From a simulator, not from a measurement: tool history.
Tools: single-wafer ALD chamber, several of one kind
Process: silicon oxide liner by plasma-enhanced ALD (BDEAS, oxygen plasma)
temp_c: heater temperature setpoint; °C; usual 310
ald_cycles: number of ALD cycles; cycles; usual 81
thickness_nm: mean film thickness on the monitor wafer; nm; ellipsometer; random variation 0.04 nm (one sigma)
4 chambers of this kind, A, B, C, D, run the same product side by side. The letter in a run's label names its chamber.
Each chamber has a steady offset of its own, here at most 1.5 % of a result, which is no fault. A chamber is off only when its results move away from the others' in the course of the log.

run,hour,temp_c,ald_cycles,hours since the last thermocouple change,"read-back reference wafer on the same gauge, thickness_nm",thickness_nm
1B,13,310,81,394.3,7.3618,7.313
2A,21.1,310,81,874.7,7.3609,7.4587
3D,35.9,310,81,1562.6,7.3665,7.423
4C,43.2,310,81,346.6,7.3638,7.3614
5A,56.3,310,81,909.9,7.3534,7.4632
6D,66.3,310,81,1593,7.357,7.3745
7B,82,310,81,463.3,7.361,7.3262
8C,92,310,81,395.4,7.3655,7.4011
9A,100.6,310,81,954.2,7.3516,7.4196
10B,107.9,310,81,489.2,7.3574,7.4098
11D,120.5,310,81,1647.2,7.3631,7.3995
12C,135,310,81,438.4,7.3644,7.4218
13D,147.3,310,81,1674,7.3567,7.4644
14B,159.9,310,81,541.2,7.3459,7.3803
15C,168.2,310,81,471.6,7.3563,7.3859
16A,176.3,310,69,1029.9,7.3612,6.3282
17A,187.2,310,69,1040.8,7.3567,6.3865
18C,200.6,310,69,504,7.3569,6.2914
19D,215.6,310,69,1742.3,7.3578,6.3394
20B,225,319,81,606.3,7.3498,7.1885
21C,232.7,319,81,536.1,7.3623,7.2992
22A,248.6,319,81,1102.2,7.3465,7.3481
23B,262,319,81,643.3,7.3594,7.2771
24D,274.4,310,81,1801.1,7.3619,7.461
25B,282.4,310,81,663.7,7.3535,7.3176
26C,298.5,310,81,601.9,7.3583,7.47
27D,311.2,310,81,1837.9,7.3494,7.5051
28A,323.4,310,81,1177,7.3593,7.4216
29D,331.5,298,81,1858.2,7.3532,7.476
30C,340.4,298,81,643.8,7.3718,7.6978
31B,347.6,298,81,728.9,7.3575,7.4859
32A,359.3,298,81,1212.9,7.3524,7.5711
33D,370.3,310,81,1897,7.3651,7.3948
34B,379.5,310,81,760.8,7.3607,7.3251
# hour 388.4: chamber A: thermocouple changed; heater temperature recalibrated
35A,392.4,310,81,4.1,7.3648,7.4903
36C,400.8,310,81,704.2,7.3556,7.4092
37B,409,310,81,790.3,7.3515,7.4069
38A,425.1,300,72,36.8,7.3607,6.7218
39D,437.2,300,72,1963.9,7.3547,6.6654
40C,453.1,300,72,756.5,7.3637,6.6646
41A,465.3,300,72,77,7.3625,6.7258
42D,474.7,310,81,2001.4,7.3654,7.4282
43B,483.5,310,81,864.8,7.3622,7.3601
44C,495.7,310,81,799.1,7.3602,7.4071

Next, every chamber runs the same settings. What will each give?
45A,507.5,310,81,,,?
45B,507.5,310,81,,,?
45C,507.5,310,81,,,?
45D,507.5,310,81,,,?

run,thickness_nm
45A,7.4808
45B,7.3565
45C,7.3636
45D,7.4018

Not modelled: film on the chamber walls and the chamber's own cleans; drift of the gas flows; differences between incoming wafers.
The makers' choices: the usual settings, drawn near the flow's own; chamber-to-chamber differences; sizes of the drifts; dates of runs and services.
